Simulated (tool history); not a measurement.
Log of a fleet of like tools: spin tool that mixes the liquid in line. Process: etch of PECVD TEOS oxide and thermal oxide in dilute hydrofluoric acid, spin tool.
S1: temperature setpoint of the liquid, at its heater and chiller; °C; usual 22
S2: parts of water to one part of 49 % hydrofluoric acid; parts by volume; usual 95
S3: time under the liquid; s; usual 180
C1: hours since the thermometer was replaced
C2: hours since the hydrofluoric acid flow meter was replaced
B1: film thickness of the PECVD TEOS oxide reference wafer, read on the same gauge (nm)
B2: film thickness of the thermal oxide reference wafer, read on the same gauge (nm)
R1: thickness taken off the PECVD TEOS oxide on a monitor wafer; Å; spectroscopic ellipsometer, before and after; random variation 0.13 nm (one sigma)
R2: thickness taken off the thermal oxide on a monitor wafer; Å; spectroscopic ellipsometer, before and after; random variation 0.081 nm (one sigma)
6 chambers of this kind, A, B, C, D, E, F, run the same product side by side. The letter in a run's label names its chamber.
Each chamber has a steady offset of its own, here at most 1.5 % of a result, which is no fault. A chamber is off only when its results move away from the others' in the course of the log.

run 1A hour=8.6 | S1=22 S2=95 S3=180 | C1=1199.5 C2=795.2 | B1=90.006 B2=110.02 | R1=167.880 R2=85.062
run 2D hour=16.5 | S1=22 S2=95 S3=180 | C1=1450.4 C2=1527.9 | B1=90.003 B2=109.96 | R1=170.520 R2=84.750
run 3E hour=21.2 | S1=22 S2=95 S3=180 | C1=512.1 C2=865.1 | B1=89.990 B2=110.01 | R1=169.190 R2=85.999
run 4F hour=29.0 | S1=22 S2=95 S3=180 | C1=719.5 C2=848.0 | B1=90.006 B2=110.00 | R1=171.420 R2=86.313
-- hour=34.3 chamber D: hydrofluoric acid flow meter replaced
run 5C hour=37.6 | S1=22 S2=95 S3=180 | C1=94.2 C2=1218.7 | B1=90.000 B2=109.98 | R1=170.660 R2=84.331
run 6B hour=44.6 | S1=22 S2=95 S3=180 | C1=530.1 C2=398.1 | B1=90.000 B2=110.00 | R1=166.180 R2=86.555
run 7A hour=52.1 | S1=22 S2=95 S3=180 | C1=1243.0 C2=838.7 | B1=89.994 B2=110.01 | R1=169.050 R2=83.606
run 8E hour=60.4 | S1=22 S2=95 S3=180 | C1=551.3 C2=904.3 | B1=90.010 B2=109.97 | R1=170.140 R2=85.049
run 9C hour=67.1 | S1=22 S2=95 S3=180 | C1=123.7 C2=1248.2 | B1=90.025 B2=110.02 | R1=169.780 R2=84.925
run 10F hour=71.5 | S1=22 S2=95 S3=180 | C1=762.0 C2=890.5 | B1=90.021 B2=110.03 | R1=168.000 R2=85.711
run 11B hour=79.2 | S1=22 S2=135 S3=100 | C1=564.7 C2=432.7 | B1=89.999 B2=109.98 | R1=62.500 R2=31.466
run 12D hour=86.9 | S1=22 S2=135 S3=100 | C1=1520.8 C2=52.7 | B1=89.980 B2=110.00 | R1=63.597 R2=32.343
run 13B hour=96.1 | S1=22 S2=135 S3=100 | C1=581.6 C2=449.6 | B1=90.012 B2=109.97 | R1=62.345 R2=31.592
run 14C hour=100.4 | S1=22 S2=135 S3=100 | C1=157.0 C2=1281.5 | B1=89.993 B2=110.05 | R1=62.920 R2=32.579
run 15E hour=105.4 | S1=22 S2=135 S3=100 | C1=596.3 C2=949.3 | B1=89.990 B2=109.98 | R1=63.539 R2=31.666
run 16D hour=113.9 | S1=22 S2=135 S3=100 | C1=1547.8 C2=79.7 | B1=90.002 B2=109.98 | R1=64.227 R2=32.174
run 17F hour=118.2 | S1=22 S2=95 S3=180 | C1=808.7 C2=937.2 | B1=89.987 B2=110.00 | R1=166.830 R2=85.772
run 18A hour=126.0 | S1=22 S2=95 S3=180 | C1=1316.9 C2=912.6 | B1=89.981 B2=109.99 | R1=169.650 R2=84.525
run 19C hour=134.7 | S1=22 S2=95 S3=235 | C1=191.3 C2=1315.8 | B1=89.987 B2=110.00 | R1=223.730 R2=113.040
run 20F hour=142.1 | S1=22 S2=95 S3=235 | C1=832.6 C2=961.1 | B1=89.982 B2=109.99 | R1=219.320 R2=109.460
run 21A hour=149.8 | S1=22 S2=95 S3=235 | C1=1340.7 C2=936.4 | B1=89.989 B2=110.04 | R1=218.270 R2=111.280
run 22D hour=154.2 | S1=22 S2=95 S3=235 | C1=1588.1 C2=120.0 | B1=90.005 B2=110.02 | R1=221.560 R2=111.520
run 23E hour=161.7 | S1=22 S2=95 S3=235 | C1=652.6 C2=1005.6 | B1=90.013 B2=109.99 | R1=221.840 R2=113.730
run 24B hour=170.6 | S1=22 S2=95 S3=235 | C1=656.1 C2=524.1 | B1=89.992 B2=110.00 | R1=219.320 R2=110.800
run 25A hour=178.9 | S1=22 S2=95 S3=180 | C1=1369.8 C2=965.5 | B1=89.973 B2=110.02 | R1=168.490 R2=84.604
run 26F hour=184.2 | S1=22 S2=95 S3=180 | C1=874.7 C2=1003.2 | B1=89.985 B2=109.96 | R1=169.010 R2=84.788
run 27C hour=191.9 | S1=22 S2=95 S3=180 | C1=248.5 C2=1373.0 | B1=90.015 B2=110.05 | R1=168.520 R2=85.166
run 28E hour=197.1 | S1=22 S2=95 S3=180 | C1=688.0 C2=1041.0 | B1=90.012 B2=109.98 | R1=176.460 R2=87.644
run 29B hour=201.2 | S1=18 S2=120 S3=180 | C1=686.7 C2=554.7 | B1=90.002 B2=109.98 | R1=108.660 R2=54.969
run 30D hour=206.6 | S1=18 S2=120 S3=180 | C1=1640.5 C2=172.4 | B1=90.016 B2=109.97 | R1=112.910 R2=56.391
run 31A hour=215.6 | S1=18 S2=120 S3=180 | C1=1406.5 C2=1002.2 | B1=89.999 B2=110.00 | R1=113.000 R2=56.094
run 32C hour=222.4 | S1=18 S2=120 S3=180 | C1=279.0 C2=1403.5 | B1=90.040 B2=110.01 | R1=109.880 R2=54.922
run 33F hour=227.3 | S1=18 S2=120 S3=180 | C1=917.8 C2=1046.3 | B1=89.998 B2=110.00 | R1=111.870 R2=56.374
run 34D hour=235.5 | S1=18 S2=120 S3=180 | C1=1669.4 C2=201.3 | B1=89.995 B2=110.04 | R1=112.500 R2=56.703
run 35B hour=242.9 | S1=22 S2=70 S3=275 | C1=728.4 C2=596.4 | B1=89.999 B2=110.02 | R1=362.910 R2=181.230
run 36E hour=249.4 | S1=22 S2=70 S3=275 | C1=740.3 C2=1093.3 | B1=90.019 B2=110.05 | R1=382.840 R2=194.390
run 37E hour=258.4 | S1=22 S2=70 S3=275 | C1=749.3 C2=1102.3 | B1=89.999 B2=110.02 | R1=384.930 R2=194.380
run 38C hour=265.5 | S1=22 S2=70 S3=275 | C1=322.1 C2=1446.6 | B1=90.001 B2=110.00 | R1=358.160 R2=184.190
run 39B hour=271.8 | S1=22 S2=70 S3=275 | C1=757.3 C2=625.3 | B1=90.022 B2=110.04 | R1=356.590 R2=179.150
run 40A hour=276.3 | S1=22 S2=70 S3=275 | C1=1467.2 C2=1062.9 | B1=89.988 B2=110.03 | R1=357.770 R2=182.520
run 41D hour=285.7 | S1=22 S2=95 S3=180 | C1=1719.6 C2=251.5 | B1=90.007 B2=109.99 | R1=171.710 R2=83.396
run 42F hour=293.9 | S1=22 S2=95 S3=180 | C1=984.4 C2=1112.9 | B1=89.997 B2=109.99 | R1=166.160 R2=85.401
run 43A hour=298.1 | S1=22 S2=95 S3=180 | C1=1489.0 C2=1084.7 | B1=90.001 B2=109.99 | R1=171.880 R2=85.189
run 44C hour=306.7 | S1=22 S2=95 S3=180 | C1=363.3 C2=1487.8 | B1=90.035 B2=109.99 | R1=169.950 R2=86.163

Is one chamber off against the others, does the gauge drift, or is nothing wrong? If a chamber is off, say which, and what the likeliest cause is.

Chamber E drifts away from the others.
Cause: liquid hotter than its thermometer reads (K) = 2.35.
The log may not tell that from: hydrofluoric acid flow above the setpoint (%).

Here are 4 candidates for chamber E's next run, each the usual settings with a change, their results left as question marks. Which one brings its results back in line with what the others give on the usual settings?
In line means no further than this from the other chambers' mean on the usual settings: R1 4.500 Å; R2 2.800 Å
run 45E-1 hour=313.4 | S1=22 S2=95 S3=175 | R1=? R2=?
run 45E-2 hour=313.4 | S1=22 S2=95 S3=185 | R1=? R2=?
run 45E-3 hour=313.4 | S1=22 S2=100 S3=175 | R1=? R2=?
run 45E-4 hour=313.4 | S1=22 S2=90 S3=185 | R1=? R2=?

The other chambers' mean on the usual settings: R1 169.310 Å; R2 85.149 Å
run=45E-1 R1=180.100 R2=90.958
run=45E-2 R1=190.390 R2=96.156
run=45E-3 R1=170.080 R2=85.900
run=45E-4 R1=202.160 R2=102.100
45E-3 brings the chamber back in line.
